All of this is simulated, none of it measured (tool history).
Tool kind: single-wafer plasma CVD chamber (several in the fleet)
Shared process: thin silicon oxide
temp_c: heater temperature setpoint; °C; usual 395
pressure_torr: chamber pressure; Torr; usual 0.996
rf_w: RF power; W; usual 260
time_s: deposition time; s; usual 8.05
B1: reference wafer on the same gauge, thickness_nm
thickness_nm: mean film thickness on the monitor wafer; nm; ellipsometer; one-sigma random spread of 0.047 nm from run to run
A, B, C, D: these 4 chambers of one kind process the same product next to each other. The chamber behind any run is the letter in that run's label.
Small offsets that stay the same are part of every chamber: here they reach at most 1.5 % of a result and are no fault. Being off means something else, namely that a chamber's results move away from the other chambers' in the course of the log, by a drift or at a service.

{"run": "1C", "hour": 6.0, "temp_c": 395, "pressure_torr": 0.996, "rf_w": 260, "time_s": 8.05, "B1": 17.591, "thickness_nm": 16.851}
{"hour": 6.9, "done": "chamber B: capacitance manometer re-zeroed and calibrated"}
{"run": "2A", "hour": 9.6, "temp_c": 395, "pressure_torr": 0.996, "rf_w": 260, "time_s": 8.05, "B1": 17.595, "thickness_nm": 16.868}
{"run": "3B", "hour": 14.6, "temp_c": 395, "pressure_torr": 0.996, "rf_w": 260, "time_s": 8.05, "B1": 17.606, "thickness_nm": 16.753}
{"run": "4D", "hour": 21.3, "temp_c": 395, "pressure_torr": 0.996, "rf_w": 260, "time_s": 8.05, "B1": 17.609, "thickness_nm": 16.432}
{"run": "5B", "hour": 28.2, "temp_c": 395, "pressure_torr": 0.996, "rf_w": 260, "time_s": 8.05, "B1": 17.583, "thickness_nm": 16.748}
{"run": "6D", "hour": 35.4, "temp_c": 395, "pressure_torr": 0.996, "rf_w": 240, "time_s": 8.05, "B1": 17.608, "thickness_nm": 15.983}
{"run": "7A", "hour": 39.6, "temp_c": 395, "pressure_torr": 0.996, "rf_w": 240, "time_s": 8.05, "B1": 17.604, "thickness_nm": 16.181}
{"run": "8C", "hour": 43.3, "temp_c": 395, "pressure_torr": 0.996, "rf_w": 240, "time_s": 8.05, "B1": 17.59, "thickness_nm": 16.269}
{"run": "9D", "hour": 50.1, "temp_c": 395, "pressure_torr": 0.996, "rf_w": 240, "time_s": 8.05, "B1": 17.612, "thickness_nm": 15.968}
{"run": "10B", "hour": 56.9, "temp_c": 395, "pressure_torr": 0.996, "rf_w": 260, "time_s": 8.05, "B1": 17.607, "thickness_nm": 16.799}
{"run": "11A", "hour": 63.7, "temp_c": 395, "pressure_torr": 0.996, "rf_w": 260, "time_s": 8.05, "B1": 17.602, "thickness_nm": 16.755}
{"run": "12C", "hour": 68.2, "temp_c": 395, "pressure_torr": 0.996, "rf_w": 260, "time_s": 8.05, "B1": 17.606, "thickness_nm": 16.903}
{"run": "13B", "hour": 73.0, "temp_c": 395, "pressure_torr": 0.996, "rf_w": 260, "time_s": 8.05, "B1": 17.593, "thickness_nm": 16.812}
{"run": "14A", "hour": 77.6, "temp_c": 395, "pressure_torr": 0.996, "rf_w": 260, "time_s": 8.05, "B1": 17.596, "thickness_nm": 16.82}
{"run": "15D", "hour": 83.1, "temp_c": 395, "pressure_torr": 0.996, "rf_w": 260, "time_s": 8.05, "B1": 17.596, "thickness_nm": 16.543}
{"run": "16C", "hour": 86.5, "temp_c": 395, "pressure_torr": 0.996, "rf_w": 260, "time_s": 8.05, "B1": 17.607, "thickness_nm": 16.896}
{"run": "17A", "hour": 92.4, "temp_c": 395, "pressure_torr": 0.996, "rf_w": 260, "time_s": 8.05, "B1": 17.595, "thickness_nm": 16.744}
{"run": "18C", "hour": 96.0, "temp_c": 395, "pressure_torr": 0.996, "rf_w": 260, "time_s": 8.05, "B1": 17.605, "thickness_nm": 16.916}
{"run": "19D", "hour": 101.1, "temp_c": 395, "pressure_torr": 0.996, "rf_w": 260, "time_s": 8.05, "B1": 17.597, "thickness_nm": 16.532}
{"run": "20B", "hour": 106.0, "temp_c": 395, "pressure_torr": 0.996, "rf_w": 260, "time_s": 8.05, "B1": 17.603, "thickness_nm": 16.804}
{"hour": 112.6, "done": "chamber C: capacitance manometer re-zeroed and calibrated"}
{"run": "21D", "hour": 113.2, "temp_c": 388, "pressure_torr": 0.996, "rf_w": 260, "time_s": 8.05, "B1": 17.586, "thickness_nm": 16.594}
{"run": "22A", "hour": 120.4, "temp_c": 388, "pressure_torr": 0.996, "rf_w": 260, "time_s": 8.05, "B1": 17.618, "thickness_nm": 16.848}
{"hour": 125.9, "done": "chamber C: thermocouple changed; heater temperature recalibrated"}
{"run": "23C", "hour": 126.9, "temp_c": 388, "pressure_torr": 0.996, "rf_w": 260, "time_s": 8.05, "B1": 17.596, "thickness_nm": 16.43}
{"run": "24B", "hour": 130.6, "temp_c": 388, "pressure_torr": 0.996, "rf_w": 260, "time_s": 8.05, "B1": 17.595, "thickness_nm": 16.734}
{"run": "25D", "hour": 135.6, "temp_c": 407, "pressure_torr": 0.996, "rf_w": 260, "time_s": 8.05, "B1": 17.607, "thickness_nm": 16.442}
{"run": "26A", "hour": 141.1, "temp_c": 407, "pressure_torr": 0.996, "rf_w": 260, "time_s": 8.05, "B1": 17.595, "thickness_nm": 16.705}
{"run": "27B", "hour": 146.4, "temp_c": 407, "pressure_torr": 0.996, "rf_w": 260, "time_s": 8.05, "B1": 17.609, "thickness_nm": 16.63}
{"run": "28C", "hour": 150.9, "temp_c": 407, "pressure_torr": 0.996, "rf_w": 260, "time_s": 8.05, "B1": 17.598, "thickness_nm": 16.214}
{"hour": 152.2, "done": "chamber B: RF generator calibrated"}
{"run": "29D", "hour": 155.3, "temp_c": 395, "pressure_torr": 0.996, "rf_w": 260, "time_s": 8.05, "B1": 17.605, "thickness_nm": 16.466}
{"run": "30C", "hour": 161.5, "temp_c": 395, "pressure_torr": 0.996, "rf_w": 260, "time_s": 8.05, "B1": 17.597, "thickness_nm": 16.388}
{"run": "31B", "hour": 167.2, "temp_c": 395, "pressure_torr": 0.996, "rf_w": 260, "time_s": 8.05, "B1": 17.607, "thickness_nm": 16.806}
{"run": "32A", "hour": 170.9, "temp_c": 395, "pressure_torr": 0.996, "rf_w": 260, "time_s": 8.05, "B1": 17.606, "thickness_nm": 16.737}
{"run": "33A", "hour": 176.1, "temp_c": 395, "pressure_torr": 0.996, "rf_w": 260, "time_s": 8.05, "B1": 17.602, "thickness_nm": 16.74}
{"run": "34C", "hour": 182.6, "temp_c": 395, "pressure_torr": 0.996, "rf_w": 260, "time_s": 8.05, "B1": 17.599, "thickness_nm": 16.294}
{"run": "35D", "hour": 185.9, "temp_c": 395, "pressure_torr": 0.996, "rf_w": 260, "time_s": 8.05, "B1": 17.611, "thickness_nm": 16.512}
{"run": "36B", "hour": 191.1, "temp_c": 395, "pressure_torr": 0.996, "rf_w": 260, "time_s": 8.05, "B1": 17.601, "thickness_nm": 16.82}
{"run": "37B", "hour": 195.1, "temp_c": 395, "pressure_torr": 0.996, "rf_w": 260, "time_s": 8.05, "B1": 17.596, "thickness_nm": 16.707}
{"run": "38C", "hour": 200.9, "temp_c": 395, "pressure_torr": 0.996, "rf_w": 260, "time_s": 8.05, "B1": 17.601, "thickness_nm": 16.401}
{"run": "39D", "hour": 204.6, "temp_c": 395, "pressure_torr": 0.996, "rf_w": 260, "time_s": 8.05, "B1": 17.607, "thickness_nm": 16.627}
{"run": "40A", "hour": 210.2, "temp_c": 395, "pressure_torr": 0.996, "rf_w": 260, "time_s": 8.05, "B1": 17.597, "thickness_nm": 16.787}
{"run": "41C", "hour": 216.7, "temp_c": 395, "pressure_torr": 0.996, "rf_w": 260, "time_s": 8.05, "B1": 17.609, "thickness_nm": 16.365}
{"run": "42B", "hour": 223.8, "temp_c": 395, "pressure_torr": 0.996, "rf_w": 260, "time_s": 8.05, "B1": 17.602, "thickness_nm": 16.849}

For the next run the whole fleet of 4 chambers uses the same settings. Give each chamber's results:
{"run": "43A", "hour": 229.1, "temp_c": 395, "pressure_torr": 0.996, "rf_w": 260, "time_s": 8.05, "thickness_nm": "?"}
{"run": "43B", "hour": 229.1, "temp_c": 395, "pressure_torr": 0.996, "rf_w": 260, "time_s": 8.05, "thickness_nm": "?"}
{"run": "43C", "hour": 229.1, "temp_c": 395, "pressure_torr": 0.996, "rf_w": 260, "time_s": 8.05, "thickness_nm": "?"}
{"run": "43D", "hour": 229.1, "temp_c": 395, "pressure_torr": 0.996, "rf_w": 260, "time_s": 8.05, "thickness_nm": "?"}

run=43A thickness_nm=16.791
run=43B thickness_nm=16.803
run=43C thickness_nm=16.286
run=43D thickness_nm=16.5
